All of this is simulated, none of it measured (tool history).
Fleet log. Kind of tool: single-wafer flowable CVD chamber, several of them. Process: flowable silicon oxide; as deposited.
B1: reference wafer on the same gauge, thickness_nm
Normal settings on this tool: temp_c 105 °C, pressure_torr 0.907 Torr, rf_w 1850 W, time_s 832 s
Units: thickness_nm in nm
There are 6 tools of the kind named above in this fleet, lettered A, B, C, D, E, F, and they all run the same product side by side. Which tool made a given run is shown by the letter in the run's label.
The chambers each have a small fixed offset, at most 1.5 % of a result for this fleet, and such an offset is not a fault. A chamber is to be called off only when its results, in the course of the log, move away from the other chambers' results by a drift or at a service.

{"run": "1F", "hour": 6.5, "temp_c": 105, "pressure_torr": 0.907, "rf_w": 1850, "time_s": 832, "B1": 513.65, "thickness_nm": 491.49}
{"run": "2A", "hour": 13.4, "temp_c": 105, "pressure_torr": 0.907, "rf_w": 1850, "time_s": 832, "B1": 512.58, "thickness_nm": 486.44}
{"hour": 15.2, "done": "chamber C: thermocouple changed; heater temperature recalibrated"}
{"run": "3E", "hour": 21.3, "temp_c": 105, "pressure_torr": 0.907, "rf_w": 1850, "time_s": 832, "B1": 513.06, "thickness_nm": 494.35}
{"run": "4B", "hour": 25.1, "temp_c": 105, "pressure_torr": 0.907, "rf_w": 1850, "time_s": 832, "B1": 513.07, "thickness_nm": 486.64}
{"run": "5C", "hour": 29.5, "temp_c": 105, "pressure_torr": 0.907, "rf_w": 1850, "time_s": 832, "B1": 513.42, "thickness_nm": 490.67}
{"run": "6D", "hour": 37.2, "temp_c": 105, "pressure_torr": 0.907, "rf_w": 1850, "time_s": 832, "B1": 513.14, "thickness_nm": 498.65}
{"run": "7B", "hour": 41.1, "temp_c": 105, "pressure_torr": 0.907, "rf_w": 1850, "time_s": 832, "B1": 513.3, "thickness_nm": 486.21}
{"run": "8D", "hour": 47.4, "temp_c": 105, "pressure_torr": 0.907, "rf_w": 1850, "time_s": 832, "B1": 512.84, "thickness_nm": 496.49}
{"run": "9F", "hour": 54.9, "temp_c": 105, "pressure_torr": 0.907, "rf_w": 1850, "time_s": 832, "B1": 512.84, "thickness_nm": 490.17}
{"run": "10C", "hour": 59.0, "temp_c": 105, "pressure_torr": 0.907, "rf_w": 2050, "time_s": 942, "B1": 513.55, "thickness_nm": 565.31}
{"hour": 60.6, "done": "chamber E: capacitance manometer re-zeroed and calibrated"}
{"run": "11A", "hour": 64.5, "temp_c": 105, "pressure_torr": 0.907, "rf_w": 2050, "time_s": 942, "B1": 513.31, "thickness_nm": 561.42}
{"run": "12E", "hour": 71.9, "temp_c": 105, "pressure_torr": 0.907, "rf_w": 2050, "time_s": 942, "B1": 513.08, "thickness_nm": 571.49}
{"run": "13A", "hour": 75.8, "temp_c": 105, "pressure_torr": 0.907, "rf_w": 2050, "time_s": 942, "B1": 512.93, "thickness_nm": 569.97}
{"run": "14E", "hour": 79.6, "temp_c": 105, "pressure_torr": 0.907, "rf_w": 2050, "time_s": 942, "B1": 513.55, "thickness_nm": 563.05}
{"run": "15F", "hour": 83.4, "temp_c": 105, "pressure_torr": 0.907, "rf_w": 2050, "time_s": 942, "B1": 512.66, "thickness_nm": 568.8}
{"run": "16B", "hour": 88.0, "temp_c": 105, "pressure_torr": 0.907, "rf_w": 1545, "time_s": 832, "B1": 513.02, "thickness_nm": 468.3}
{"hour": 88.1, "done": "chamber F: capacitance manometer re-zeroed and calibrated"}
{"run": "17D", "hour": 91.5, "temp_c": 105, "pressure_torr": 0.907, "rf_w": 1545, "time_s": 832, "B1": 513.12, "thickness_nm": 474.59}
{"run": "18C", "hour": 97.3, "temp_c": 105, "pressure_torr": 0.907, "rf_w": 1545, "time_s": 832, "B1": 513.68, "thickness_nm": 464.4}
{"hour": 100.5, "done": "chamber E: thermocouple changed; heater temperature recalibrated"}
{"run": "19C", "hour": 104.7, "temp_c": 105, "pressure_torr": 0.907, "rf_w": 1545, "time_s": 832, "B1": 512.61, "thickness_nm": 465.78}
{"run": "20A", "hour": 110.5, "temp_c": 105, "pressure_torr": 0.907, "rf_w": 1545, "time_s": 832, "B1": 512.63, "thickness_nm": 465.27}
{"run": "21B", "hour": 116.7, "temp_c": 105, "pressure_torr": 0.907, "rf_w": 1545, "time_s": 832, "B1": 513.0, "thickness_nm": 464.0}
{"run": "22D", "hour": 122.3, "temp_c": 105, "pressure_torr": 0.907, "rf_w": 1850, "time_s": 832, "B1": 512.99, "thickness_nm": 498.03}
{"run": "23F", "hour": 125.9, "temp_c": 105, "pressure_torr": 0.724, "rf_w": 1850, "time_s": 832, "B1": 512.64, "thickness_nm": 367.34}
{"run": "24E", "hour": 129.9, "temp_c": 105, "pressure_torr": 0.724, "rf_w": 1850, "time_s": 832, "B1": 513.04, "thickness_nm": 342.76}
{"run": "25C", "hour": 135.6, "temp_c": 105, "pressure_torr": 0.724, "rf_w": 1850, "time_s": 832, "B1": 513.11, "thickness_nm": 365.78}
{"run": "26F", "hour": 143.1, "temp_c": 105, "pressure_torr": 0.724, "rf_w": 1850, "time_s": 832, "B1": 513.28, "thickness_nm": 366.33}
{"run": "27A", "hour": 148.2, "temp_c": 105, "pressure_torr": 0.724, "rf_w": 1850, "time_s": 832, "B1": 513.05, "thickness_nm": 363.92}
{"run": "28B", "hour": 152.6, "temp_c": 105, "pressure_torr": 0.724, "rf_w": 1850, "time_s": 832, "B1": 512.73, "thickness_nm": 361.84}
{"run": "29E", "hour": 157.3, "temp_c": 105, "pressure_torr": 0.907, "rf_w": 1850, "time_s": 832, "B1": 513.19, "thickness_nm": 460.77}
{"run": "30D", "hour": 162.1, "temp_c": 105, "pressure_torr": 0.907, "rf_w": 1850, "time_s": 832, "B1": 513.14, "thickness_nm": 495.04}
{"run": "31E", "hour": 166.9, "temp_c": 105, "pressure_torr": 0.907, "rf_w": 1730, "time_s": 832, "B1": 513.26, "thickness_nm": 447.77}
{"run": "32D", "hour": 175.0, "temp_c": 105, "pressure_torr": 0.907, "rf_w": 1730, "time_s": 832, "B1": 512.52, "thickness_nm": 487.36}
{"run": "33F", "hour": 181.4, "temp_c": 105, "pressure_torr": 0.907, "rf_w": 1730, "time_s": 832, "B1": 512.79, "thickness_nm": 479.89}
{"run": "34B", "hour": 185.6, "temp_c": 105, "pressure_torr": 0.907, "rf_w": 1730, "time_s": 832, "B1": 512.65, "thickness_nm": 475.26}
{"run": "35C", "hour": 192.9, "temp_c": 105, "pressure_torr": 0.907, "rf_w": 1730, "time_s": 832, "B1": 512.91, "thickness_nm": 477.66}
{"run": "36A", "hour": 197.6, "temp_c": 105, "pressure_torr": 0.907, "rf_w": 1730, "time_s": 832, "B1": 513.46, "thickness_nm": 477.66}

Each of the 6 chambers runs these same settings next. Fill in every chamber's results:
{"run": "37A", "hour": 203.4, "temp_c": 105, "pressure_torr": 0.907, "rf_w": 1850, "time_s": 778, "thickness_nm": "?"}
{"run": "37B", "hour": 203.4, "temp_c": 105, "pressure_torr": 0.907, "rf_w": 1850, "time_s": 778, "thickness_nm": "?"}
{"run": "37C", "hour": 203.4, "temp_c": 105, "pressure_torr": 0.907, "rf_w": 1850, "time_s": 778, "thickness_nm": "?"}
{"run": "37D", "hour": 203.4, "temp_c": 105, "pressure_torr": 0.907, "rf_w": 1850, "time_s": 778, "thickness_nm": "?"}
{"run": "37E", "hour": 203.4, "temp_c": 105, "pressure_torr": 0.907, "rf_w": 1850, "time_s": 778, "thickness_nm": "?"}
{"run": "37F", "hour": 203.4, "temp_c": 105, "pressure_torr": 0.907, "rf_w": 1850, "time_s": 778, "thickness_nm": "?"}

run=37A thickness_nm=461.15
run=37B thickness_nm=454.05
run=37C thickness_nm=460.11
run=37D thickness_nm=460.08
run=37E thickness_nm=426.74
run=37F thickness_nm=454.25

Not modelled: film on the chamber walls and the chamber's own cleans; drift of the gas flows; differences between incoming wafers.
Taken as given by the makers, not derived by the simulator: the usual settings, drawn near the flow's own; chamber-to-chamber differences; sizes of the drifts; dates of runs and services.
